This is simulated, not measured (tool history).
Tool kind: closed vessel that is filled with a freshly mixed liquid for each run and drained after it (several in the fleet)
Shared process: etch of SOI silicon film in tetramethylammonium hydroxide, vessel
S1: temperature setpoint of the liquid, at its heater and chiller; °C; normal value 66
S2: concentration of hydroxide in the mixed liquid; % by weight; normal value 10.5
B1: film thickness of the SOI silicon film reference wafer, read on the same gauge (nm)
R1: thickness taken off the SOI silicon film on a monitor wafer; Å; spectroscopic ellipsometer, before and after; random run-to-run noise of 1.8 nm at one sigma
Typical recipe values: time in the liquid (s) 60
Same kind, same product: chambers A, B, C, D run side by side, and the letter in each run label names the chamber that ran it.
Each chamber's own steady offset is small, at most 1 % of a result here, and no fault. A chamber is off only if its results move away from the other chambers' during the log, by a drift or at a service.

{"run": "1D", "hour": 9.0, "S1": 66, "S2": 10.5, "time in the liquid (s)": 60, "B1": 150.01, "R1": 3206.4}
{"run": "2C", "hour": 18.3, "S1": 66, "S2": 10.5, "time in the liquid (s)": 60, "B1": 150.04, "R1": 3153.6}
{"hour": 22.4, "done": "chamber A: hydroxide flow meter replaced"}
{"run": "3B", "hour": 25.8, "S1": 66, "S2": 10.5, "time in the liquid (s)": 60, "B1": 149.98, "R1": 3154.8}
{"run": "4A", "hour": 35.4, "S1": 66, "S2": 10.5, "time in the liquid (s)": 60, "B1": 150.03, "R1": 3136.2}
{"run": "5C", "hour": 45.0, "S1": 63, "S2": 10.5, "time in the liquid (s)": 45, "B1": 150.03, "R1": 1963.3}
{"run": "6A", "hour": 52.1, "S1": 63, "S2": 10.5, "time in the liquid (s)": 45, "B1": 149.97, "R1": 1974.4}
{"run": "7D", "hour": 57.4, "S1": 63, "S2": 10.5, "time in the liquid (s)": 45, "B1": 150.05, "R1": 2013.0}
{"run": "8B", "hour": 66.1, "S1": 63, "S2": 10.5, "time in the liquid (s)": 45, "B1": 150.02, "R1": 1977.3}
{"hour": 71.4, "done": "chamber B: hydroxide flow meter replaced"}
{"run": "9D", "hour": 74.6, "S1": 66, "S2": 10.5, "time in the liquid (s)": 60, "B1": 150.0, "R1": 3211.5}
{"run": "10C", "hour": 83.0, "S1": 66, "S2": 10.5, "time in the liquid (s)": 60, "B1": 149.99, "R1": 3170.8}
{"run": "11B", "hour": 91.2, "S1": 66, "S2": 10.5, "time in the liquid (s)": 60, "B1": 149.99, "R1": 3151.9}
{"run": "12A", "hour": 96.3, "S1": 66, "S2": 10.5, "time in the liquid (s)": 60, "B1": 149.97, "R1": 3185.6}
{"run": "13C", "hour": 104.8, "S1": 66, "S2": 10.5, "time in the liquid (s)": 60, "B1": 150.01, "R1": 3168.8}
{"run": "14D", "hour": 112.1, "S1": 66, "S2": 10.5, "time in the liquid (s)": 60, "B1": 150.03, "R1": 3187.3}
{"run": "15B", "hour": 120.1, "S1": 66, "S2": 10.5, "time in the liquid (s)": 60, "B1": 149.96, "R1": 3149.5}
{"run": "16A", "hour": 128.0, "S1": 66, "S2": 10.5, "time in the liquid (s)": 60, "B1": 149.96, "R1": 3191.3}
{"run": "17C", "hour": 133.4, "S1": 66, "S2": 10.5, "time in the liquid (s)": 60, "B1": 150.01, "R1": 3150.7}
{"run": "18D", "hour": 139.7, "S1": 66, "S2": 10.5, "time in the liquid (s)": 60, "B1": 150.04, "R1": 3174.3}
{"run": "19A", "hour": 147.9, "S1": 66, "S2": 8.0, "time in the liquid (s)": 40, "B1": 149.93, "R1": 2347.7}
{"run": "20B", "hour": 156.9, "S1": 66, "S2": 8.0, "time in the liquid (s)": 40, "B1": 150.01, "R1": 2318.3}
{"run": "21C", "hour": 166.0, "S1": 66, "S2": 8.0, "time in the liquid (s)": 40, "B1": 150.0, "R1": 2316.2}
{"run": "22B", "hour": 171.0, "S1": 66, "S2": 8.0, "time in the liquid (s)": 40, "B1": 150.03, "R1": 2295.7}
{"run": "23D", "hour": 180.2, "S1": 61, "S2": 10.5, "time in the liquid (s)": 35, "B1": 149.99, "R1": 1369.0}
{"run": "24A", "hour": 184.8, "S1": 61, "S2": 10.5, "time in the liquid (s)": 35, "B1": 150.0, "R1": 1381.9}
{"run": "25B", "hour": 193.3, "S1": 61, "S2": 10.5, "time in the liquid (s)": 35, "B1": 150.03, "R1": 1351.3}
{"run": "26A", "hour": 202.6, "S1": 61, "S2": 10.5, "time in the liquid (s)": 35, "B1": 149.97, "R1": 1371.6}
{"run": "27C", "hour": 211.4, "S1": 66, "S2": 10.5, "time in the liquid (s)": 60, "B1": 150.02, "R1": 3145.6}
{"run": "28D", "hour": 217.5, "S1": 66, "S2": 10.5, "time in the liquid (s)": 60, "B1": 149.99, "R1": 3184.7}
{"run": "29B", "hour": 223.7, "S1": 66, "S2": 10.5, "time in the liquid (s)": 60, "B1": 149.99, "R1": 3145.7}
{"run": "30C", "hour": 230.9, "S1": 66, "S2": 10.5, "time in the liquid (s)": 60, "B1": 149.99, "R1": 3151.5}
{"run": "31D", "hour": 238.4, "S1": 66, "S2": 10.5, "time in the liquid (s)": 60, "B1": 150.04, "R1": 3169.0}
{"run": "32A", "hour": 245.4, "S1": 66, "S2": 10.5, "time in the liquid (s)": 60, "B1": 150.0, "R1": 3185.6}
{"run": "33C", "hour": 251.9, "S1": 66, "S2": 10.5, "time in the liquid (s)": 60, "B1": 150.02, "R1": 3134.2}
{"run": "34A", "hour": 258.6, "S1": 66, "S2": 10.5, "time in the liquid (s)": 60, "B1": 149.99, "R1": 3205.3}
{"run": "35B", "hour": 265.9, "S1": 66, "S2": 10.5, "time in the liquid (s)": 60, "B1": 149.97, "R1": 3155.4}
{"run": "36D", "hour": 271.0, "S1": 66, "S2": 10.5, "time in the liquid (s)": 60, "B1": 150.01, "R1": 3214.1}
{"run": "37A", "hour": 276.1, "S1": 66, "S2": 10.5, "time in the liquid (s)": 60, "B1": 149.97, "R1": 3281.8}

Read the log: is a single chamber off, either drifting away or since a service, is the gauge that measures every chamber drifting, or is nothing wrong beyond small per-chamber offsets? Name any odd chamber and what most likely caused it.

Little by little, chamber A moves away from the other chambers.
Likeliest cause: liquid hotter than its thermometer reads (K) = 0.542.
The log may not separate it from: hydroxide flow below the setpoint (%).

Below are 4 candidate recipes for chamber A's next run, each the usual settings with a change, their results shown as question marks. Which of them brings A's results back in line with what the other chambers give on the usual settings?
Allowed miss from the other chambers' usual-settings mean, per result, to count as in line: R1 64.0 Å
{"run": "38A-1", "hour": 283.1, "S1": 65.5, "S2": 10.5, "time in the liquid (s)": 60, "R1": "?"}
{"run": "38A-2", "hour": 283.1, "S1": 66.5, "S2": 10.5, "time in the liquid (s)": 60, "R1": "?"}
{"run": "38A-3", "hour": 283.1, "S1": 66.0, "S2": 9.0, "time in the liquid (s)": 60, "R1": "?"}
{"run": "38A-4", "hour": 283.1, "S1": 65.0, "S2": 10.5, "time in the liquid (s)": 60, "R1": "?"}

What the other chambers average on the usual settings: R1 3160.8 Å
run=38A-1 R1=3168.0
run=38A-2 R1=3361.5
run=38A-3 R1=3453.4
run=38A-4 R1=3074.1
It is 38A-1 that realigns the chamber with its peers.
